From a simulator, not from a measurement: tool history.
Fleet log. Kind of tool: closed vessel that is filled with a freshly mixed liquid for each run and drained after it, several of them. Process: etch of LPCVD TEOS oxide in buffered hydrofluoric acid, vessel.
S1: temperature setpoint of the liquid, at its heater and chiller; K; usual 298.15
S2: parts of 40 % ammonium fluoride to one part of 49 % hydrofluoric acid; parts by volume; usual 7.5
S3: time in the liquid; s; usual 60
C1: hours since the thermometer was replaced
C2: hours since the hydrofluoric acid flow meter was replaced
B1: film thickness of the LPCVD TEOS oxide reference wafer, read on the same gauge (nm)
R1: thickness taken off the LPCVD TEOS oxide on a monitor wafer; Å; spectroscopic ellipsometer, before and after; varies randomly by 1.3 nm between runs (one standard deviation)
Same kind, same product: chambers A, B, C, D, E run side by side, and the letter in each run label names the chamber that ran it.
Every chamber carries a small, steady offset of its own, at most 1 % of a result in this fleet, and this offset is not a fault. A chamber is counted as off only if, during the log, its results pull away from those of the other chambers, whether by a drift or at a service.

run   hour      S1   S2  S3      C1      C2       B1       R1
       2.6  -- chamber D: thermometer replaced
 1E    6.8  298.15  7.5  60    38.3  1070.2  100.020  1338.00
 2B   12.5  298.15  7.5  60  1212.0   632.2   99.984  1308.10
 3C   18.0  298.15  7.5  60  1406.7  1922.2  100.010  1350.50
      21.4  -- chamber E: hydrofluoric acid flow meter replaced
 4A   22.3  298.15  7.5  60  1798.0  1136.5   99.995  1324.70
 5D   26.2  298.15  7.5  60    23.6   273.4  100.020  1328.10
 6D   30.9  298.15  7.5  60    28.3   278.1  100.030  1333.00
 7E   36.7  302.65  7.5  45    68.2    15.3   99.995  1255.70
 8A   40.6  302.65  7.5  45  1816.3  1154.8  100.020  1264.20
 9C   48.0  302.65  7.5  45  1436.7  1952.2  100.010  1294.90
10B   55.6  302.65  7.5  45  1255.1   675.3   99.986  1249.00
11D   62.1  302.65  7.5  45    59.5   309.3   99.989  1271.00
12E   66.5  298.15  7.5  60    98.0    45.1  100.000  1328.20
13C   73.7  298.15  7.5  60  1462.4  1977.9   99.988  1349.20
14B   78.5  298.15  7.5  60  1278.0   698.2   99.995  1348.30
15A   85.8  298.15  7.5  60  1861.5  1200.0   99.993  1346.90
16A   92.0  298.15  7.5  60  1867.7  1206.2   99.978  1334.30
17B   96.5  298.15  7.5  60  1296.0   716.2   99.995  1323.90
18E  101.5  298.15  7.5  60   133.0    80.1  100.000  1323.30
19D  107.3  298.15  7.5  85   104.7   354.5   99.975  1907.80
20C  111.7  298.15  7.5  85  1500.4  2015.9   99.984  1859.40
21E  117.0  298.15  7.5  85   148.5    95.6  100.030  1875.60
22D  122.1  298.15  7.5  85   119.5   369.3  100.010  1860.00
     127.5  -- chamber B: hydrofluoric acid flow meter replaced
23A  129.5  298.15  7.5  85  1905.2  1243.7  100.000  1958.60
24B  134.0  298.15  7.5  60  1333.5     6.5  100.010  1310.30
25C  141.2  298.15  7.5  60  1529.9  2045.4  100.000  1313.20
26B  145.1  294.15  7.5  60  1344.6    17.6  100.030  1076.10
27A  152.0  294.15  7.5  60  1927.7  1266.2  100.020  1089.20
28E  159.7  294.15  7.5  60   191.2   138.3  100.030  1069.60
29C  164.8  294.15  7.5  60  1553.5  2069.0  100.020  1061.90
30D  172.9  294.15  7.5  60   170.3   420.1   99.994  1063.50
31E  181.0  298.15  7.5  40   212.5   159.6  100.010   888.39
32D  188.3  298.15  7.5  40   185.7   435.5   99.968   875.48
33C  193.0  298.15  7.5  40  1581.7  2097.2   99.980   879.59
34A  201.3  298.15  7.5  40  1977.0  1315.5  100.010   938.19
35B  208.9  298.15  7.5  40  1408.4    81.4  100.010   891.89
36B  212.6  298.15  7.5  60  1412.1    85.1  100.010  1297.10
37D  221.0  298.15  7.5  60   218.4   468.2  100.010  1334.50
38A  228.5  298.15  7.5  60  2004.2  1342.7   99.991  1435.40
39E  232.5  298.15  7.5  30   264.0   211.1  100.010   655.98
40C  240.8  298.15  7.5  30  1629.5  2145.0   99.984   666.81
     244.2  -- chamber C: thermometer replaced
41D  246.0  298.15  7.5  30   243.4   493.2   99.990   665.72
42B  250.7  298.15  7.5  30  1450.2   123.2  100.000   659.29
43C  257.2  298.15  7.5  30    13.0  2161.4  100.020   678.55

Each of the 5 chambers runs these same settings next. Fill in every chamber's results:
44A  263.2  298.15  7.5  60               ?
44B  263.2  298.15  7.5  60               ?
44C  263.2  298.15  7.5  60               ?
44D  263.2  298.15  7.5  60               ?
44E  263.2  298.15  7.5  60               ?

run       R1
44A  1449.50
44B  1310.50
44C  1325.60
44D  1329.00
44E  1337.70
